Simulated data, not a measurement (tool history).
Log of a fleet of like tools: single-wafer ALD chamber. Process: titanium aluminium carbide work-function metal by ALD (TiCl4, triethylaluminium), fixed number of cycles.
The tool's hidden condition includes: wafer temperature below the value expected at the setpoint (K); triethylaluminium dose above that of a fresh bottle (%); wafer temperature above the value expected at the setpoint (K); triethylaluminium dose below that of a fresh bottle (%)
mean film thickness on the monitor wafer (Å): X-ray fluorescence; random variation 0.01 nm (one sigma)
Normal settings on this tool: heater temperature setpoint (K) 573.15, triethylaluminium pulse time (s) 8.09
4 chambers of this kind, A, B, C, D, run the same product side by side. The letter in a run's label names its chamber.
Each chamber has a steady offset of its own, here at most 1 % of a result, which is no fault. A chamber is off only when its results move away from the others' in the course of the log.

| run | hour | heater temperature setpoint (K) | triethylaluminium pulse time (s) | hours since the last thermocouple change | hours since the last triethylaluminium bottle change | read-back reference wafer on the same gauge, thickness_nm | mean film thickness on the monitor wafer (Å) |
|---|---|---|---|---|---|---|---|
| 1B | 5.8 | 573.15 | 8.09 | 229.3 | 672.9 | 1.9297 | 19.449 |
| 2C | 9.2 | 573.15 | 8.09 | 128.2 | 589.3 | 1.9291 | 19.61 |
| 3D | 12.4 | 573.15 | 8.09 | 1259.8 | 429.4 | 1.9304 | 19.276 |
| 4A | 18.1 | 573.15 | 8.09 | 2381.5 | 336.6 | 1.9291 | 19.447 |
| 5D | 23 | 573.15 | 5.22 | 1270.4 | 440 | 1.93 | 17.101 |
| 6A | 28.6 | 573.15 | 5.22 | 2392 | 347.1 | 1.932 | 17.47 |
| 7C | 32.5 | 573.15 | 5.22 | 151.5 | 612.6 | 1.9303 | 17.151 |
| 8B | 35.1 | 573.15 | 5.22 | 258.6 | 702.2 | 1.9296 | 16.981 |
| 9D | 40.7 | 573.15 | 8.09 | 1288.1 | 457.7 | 1.9314 | 19.377 |
| 10C | 45.5 | 586.15 | 8.09 | 164.5 | 625.6 | 1.9289 | 20.422 |
| 11B | 50.6 | 586.15 | 8.09 | 274.1 | 717.7 | 1.9275 | 20.428 |
| 12A | 53.6 | 586.15 | 8.09 | 2417 | 372.1 | 1.9306 | 20.289 |
| 13A | 58.8 | 586.15 | 8.09 | 2422.2 | 377.3 | 1.9277 | 20.529 |
| 14B | 64.6 | 577.15 | 5.28 | 288.1 | 731.7 | 1.9296 | 16.859 |
| 15C | 70.1 | 577.15 | 5.28 | 189.1 | 650.2 | 1.9287 | 17.533 |
| 16D | 75.6 | 577.15 | 5.28 | 1323 | 492.6 | 1.9297 | 17.424 |
| 17C | 79.2 | 577.15 | 5.28 | 198.2 | 659.3 | 1.9293 | 17.433 |
| 18D | 83.5 | 573.15 | 8.09 | 1330.9 | 500.5 | 1.9307 | 19.303 |
| 19A | 86.7 | 573.15 | 8.09 | 2450.1 | 405.2 | 1.9295 | 19.339 |
| 20B | 89.6 | 573.15 | 8.09 | 313.1 | 756.7 | 1.9303 | 18.488 |
|  | 89.9 | chamber D: thermocouple changed; heater temperature recalibrated |
| 21A | 92.7 | 573.15 | 8.09 | 2456.1 | 411.2 | 1.9315 | 19.36 |
| 22C | 96.9 | 584.15 | 8.09 | 215.9 | 677 | 1.93 | 20.431 |
| 23B | 99.5 | 584.15 | 8.09 | 323 | 766.6 | 1.9297 | 19.313 |
| 24D | 103.5 | 584.15 | 8.09 | 13.6 | 520.5 | 1.9306 | 20.211 |
| 25A | 106.9 | 584.15 | 8.09 | 2470.3 | 425.4 | 1.9278 | 20.339 |

Is one chamber off against the others, does the gauge drift, or is nothing wrong? If a chamber is off, say which, and what the likeliest cause is.

Little by little, chamber B moves away from the other chambers.
What lies behind it: triethylaluminium dose below that of a fresh bottle (%) = 24.5.

Chamber B could run next with any of the 4 candidate recipes listed below; each alters the usual settings, and their results appear as question marks. Which one brings its results back in line with what the other chambers deliver on the usual settings?
Maximum distance from the other chambers' mean on the usual settings for a result to count as in line: mean film thickness on the monitor wafer (Å) 0.35
| 26B-1 | 111.2 | 570.15 | 7.09 |  |  |  | ? |
| 26B-2 | 111.2 | 573.15 | 9.91 |  |  |  | ? |
| 26B-3 | 111.2 | 572.15 | 7.63 |  |  |  | ? |
| 26B-4 | 111.2 | 573.15 | 8.7 |  |  |  | ? |

Average result of the remaining chambers running the usual settings: mean film thickness on the monitor wafer (Å) 19.347
| run | mean film thickness on the monitor wafer (Å) |
|---|---|
| 26B-1 | 17.372 |
| 26B-2 | 19.294 |
| 26B-3 | 17.95 |
| 26B-4 | 18.715 |
It is 26B-2 that realigns the chamber with its peers.
